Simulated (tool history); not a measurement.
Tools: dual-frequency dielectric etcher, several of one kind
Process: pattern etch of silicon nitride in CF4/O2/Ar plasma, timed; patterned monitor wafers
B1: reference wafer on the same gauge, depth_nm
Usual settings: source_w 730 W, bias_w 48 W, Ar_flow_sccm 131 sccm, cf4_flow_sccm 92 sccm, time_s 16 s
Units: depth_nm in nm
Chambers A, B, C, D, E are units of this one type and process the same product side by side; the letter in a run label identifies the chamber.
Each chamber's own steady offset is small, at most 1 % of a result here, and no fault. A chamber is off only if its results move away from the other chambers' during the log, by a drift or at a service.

{"run": "1D", "day": 0.212, "source_w": 730, "bias_w": 48, "Ar_flow_sccm": 131, "cf4_flow_sccm": 92, "time_s": 16, "B1": 33.301, "depth_nm": 39.673}
{"run": "2E", "day": 0.575, "source_w": 730, "bias_w": 48, "Ar_flow_sccm": 131, "cf4_flow_sccm": 92, "time_s": 16, "B1": 33.292, "depth_nm": 39.729}
{"run": "3C", "day": 0.767, "source_w": 730, "bias_w": 48, "Ar_flow_sccm": 131, "cf4_flow_sccm": 92, "time_s": 16, "B1": 33.283, "depth_nm": 39.217}
{"run": "4B", "day": 1.133, "source_w": 730, "bias_w": 48, "Ar_flow_sccm": 131, "cf4_flow_sccm": 92, "time_s": 16, "B1": 33.265, "depth_nm": 39.902}
{"run": "5A", "day": 1.388, "source_w": 730, "bias_w": 48, "Ar_flow_sccm": 131, "cf4_flow_sccm": 92, "time_s": 16, "B1": 33.276, "depth_nm": 39.504}
{"run": "6B", "day": 1.558, "source_w": 730, "bias_w": 48, "Ar_flow_sccm": 131, "cf4_flow_sccm": 92, "time_s": 16, "B1": 33.277, "depth_nm": 40.009}
{"run": "7A", "day": 1.854, "source_w": 730, "bias_w": 48, "Ar_flow_sccm": 131, "cf4_flow_sccm": 92, "time_s": 16, "B1": 33.275, "depth_nm": 39.377}
{"run": "8E", "day": 2.05, "source_w": 730, "bias_w": 48, "Ar_flow_sccm": 131, "cf4_flow_sccm": 92, "time_s": 16, "B1": 33.255, "depth_nm": 39.715}
{"run": "9C", "day": 2.212, "source_w": 730, "bias_w": 48, "Ar_flow_sccm": 131, "cf4_flow_sccm": 92, "time_s": 16, "B1": 33.25, "depth_nm": 39.21}
{"run": "10D", "day": 2.512, "source_w": 730, "bias_w": 54, "Ar_flow_sccm": 131, "cf4_flow_sccm": 92, "time_s": 16, "B1": 33.243, "depth_nm": 41.277}
{"run": "11A", "day": 2.671, "source_w": 730, "bias_w": 54, "Ar_flow_sccm": 131, "cf4_flow_sccm": 92, "time_s": 16, "B1": 33.245, "depth_nm": 41.145}
{"run": "12D", "day": 2.929, "source_w": 730, "bias_w": 54, "Ar_flow_sccm": 131, "cf4_flow_sccm": 92, "time_s": 16, "B1": 33.241, "depth_nm": 41.361}
{"day": 2.988, "done": "chamber B: wet clean of the chamber"}
{"run": "13C", "day": 3.175, "source_w": 730, "bias_w": 54, "Ar_flow_sccm": 131, "cf4_flow_sccm": 92, "time_s": 16, "B1": 33.231, "depth_nm": 40.995}
{"run": "14B", "day": 3.442, "source_w": 730, "bias_w": 54, "Ar_flow_sccm": 131, "cf4_flow_sccm": 92, "time_s": 16, "B1": 33.221, "depth_nm": 41.699}
{"day": 3.542, "done": "chamber A: source power generator calibrated"}
{"run": "15E", "day": 3.621, "source_w": 730, "bias_w": 48, "Ar_flow_sccm": 131, "cf4_flow_sccm": 92, "time_s": 16, "B1": 33.219, "depth_nm": 39.66}
{"run": "16A", "day": 3.888, "source_w": 730, "bias_w": 48, "Ar_flow_sccm": 131, "cf4_flow_sccm": 92, "time_s": 16, "B1": 33.218, "depth_nm": 39.326}
{"run": "17E", "day": 4.233, "source_w": 730, "bias_w": 48, "Ar_flow_sccm": 131, "cf4_flow_sccm": 92, "time_s": 16, "B1": 33.195, "depth_nm": 39.511}
{"run": "18D", "day": 4.412, "source_w": 730, "bias_w": 48, "Ar_flow_sccm": 131, "cf4_flow_sccm": 92, "time_s": 16, "B1": 33.204, "depth_nm": 39.416}
{"day": 4.642, "done": "chamber C: source power generator calibrated"}
{"run": "19C", "day": 4.754, "source_w": 730, "bias_w": 48, "Ar_flow_sccm": 131, "cf4_flow_sccm": 92, "time_s": 16, "B1": 33.202, "depth_nm": 39.087}
{"run": "20B", "day": 4.942, "source_w": 730, "bias_w": 48, "Ar_flow_sccm": 131, "cf4_flow_sccm": 92, "time_s": 16, "B1": 33.219, "depth_nm": 39.794}
{"run": "21C", "day": 5.192, "source_w": 730, "bias_w": 48, "Ar_flow_sccm": 131, "cf4_flow_sccm": 92, "time_s": 16, "B1": 33.189, "depth_nm": 39.153}
{"run": "22B", "day": 5.404, "source_w": 730, "bias_w": 48, "Ar_flow_sccm": 131, "cf4_flow_sccm": 92, "time_s": 16, "B1": 33.192, "depth_nm": 39.712}
{"run": "23D", "day": 5.75, "source_w": 730, "bias_w": 48, "Ar_flow_sccm": 131, "cf4_flow_sccm": 92, "time_s": 16, "B1": 33.177, "depth_nm": 39.335}
{"run": "24A", "day": 5.967, "source_w": 730, "bias_w": 48, "Ar_flow_sccm": 131, "cf4_flow_sccm": 92, "time_s": 16, "B1": 33.184, "depth_nm": 39.25}
{"run": "25E", "day": 6.258, "source_w": 730, "bias_w": 48, "Ar_flow_sccm": 131, "cf4_flow_sccm": 92, "time_s": 16, "B1": 33.173, "depth_nm": 39.454}
{"run": "26B", "day": 6.617, "source_w": 730, "bias_w": 48, "Ar_flow_sccm": 131, "cf4_flow_sccm": 92, "time_s": 16, "B1": 33.166, "depth_nm": 39.702}
{"run": "27D", "day": 6.883, "source_w": 730, "bias_w": 48, "Ar_flow_sccm": 152, "cf4_flow_sccm": 92, "time_s": 16, "B1": 33.168, "depth_nm": 38.491}
{"run": "28E", "day": 7.196, "source_w": 730, "bias_w": 48, "Ar_flow_sccm": 152, "cf4_flow_sccm": 92, "time_s": 16, "B1": 33.155, "depth_nm": 38.601}
{"run": "29C", "day": 7.392, "source_w": 730, "bias_w": 48, "Ar_flow_sccm": 152, "cf4_flow_sccm": 92, "time_s": 16, "B1": 33.15, "depth_nm": 38.172}
{"run": "30A", "day": 7.583, "source_w": 730, "bias_w": 48, "Ar_flow_sccm": 152, "cf4_flow_sccm": 92, "time_s": 16, "B1": 33.149, "depth_nm": 38.465}
{"run": "31B", "day": 7.9, "source_w": 730, "bias_w": 48, "Ar_flow_sccm": 152, "cf4_flow_sccm": 92, "time_s": 16, "B1": 33.147, "depth_nm": 38.833}
{"run": "32A", "day": 8.2, "source_w": 730, "bias_w": 48, "Ar_flow_sccm": 131, "cf4_flow_sccm": 92, "time_s": 16, "B1": 33.128, "depth_nm": 39.251}
{"run": "33D", "day": 8.358, "source_w": 730, "bias_w": 48, "Ar_flow_sccm": 131, "cf4_flow_sccm": 92, "time_s": 16, "B1": 33.13, "depth_nm": 39.239}
{"run": "34E", "day": 8.575, "source_w": 730, "bias_w": 48, "Ar_flow_sccm": 131, "cf4_flow_sccm": 92, "time_s": 16, "B1": 33.127, "depth_nm": 39.453}
{"run": "35C", "day": 8.925, "source_w": 730, "bias_w": 48, "Ar_flow_sccm": 131, "cf4_flow_sccm": 92, "time_s": 16, "B1": 33.133, "depth_nm": 39.092}
{"run": "36A", "day": 9.167, "source_w": 810, "bias_w": 48, "Ar_flow_sccm": 131, "cf4_flow_sccm": 92, "time_s": 11.5, "B1": 33.117, "depth_nm": 30.886}
{"run": "37D", "day": 9.496, "source_w": 810, "bias_w": 48, "Ar_flow_sccm": 131, "cf4_flow_sccm": 92, "time_s": 11.5, "B1": 33.096, "depth_nm": 31.014}
{"run": "38B", "day": 9.662, "source_w": 810, "bias_w": 48, "Ar_flow_sccm": 131, "cf4_flow_sccm": 92, "time_s": 11.5, "B1": 33.11, "depth_nm": 31.146}
{"run": "39C", "day": 9.875, "source_w": 810, "bias_w": 48, "Ar_flow_sccm": 131, "cf4_flow_sccm": 92, "time_s": 11.5, "B1": 33.096, "depth_nm": 30.58}
{"run": "40E", "day": 10.067, "source_w": 810, "bias_w": 48, "Ar_flow_sccm": 131, "cf4_flow_sccm": 92, "time_s": 11.5, "B1": 33.102, "depth_nm": 31.035}
{"run": "41E", "day": 10.338, "source_w": 730, "bias_w": 48, "Ar_flow_sccm": 131, "cf4_flow_sccm": 92, "time_s": 16, "B1": 33.112, "depth_nm": 39.474}
{"run": "42D", "day": 10.638, "source_w": 730, "bias_w": 48, "Ar_flow_sccm": 131, "cf4_flow_sccm": 92, "time_s": 16, "B1": 33.101, "depth_nm": 39.395}

Decide between three cases: one chamber stands off from its peers, the gauge reading all wafers drifts, or nothing is wrong past each chamber's small offset. Where a chamber is off, say which and what most likely put it there.

Gauge drift. The chambers move together only on paper, and none stands off.
What lies behind it: gauge reads low (%) = 0.644.
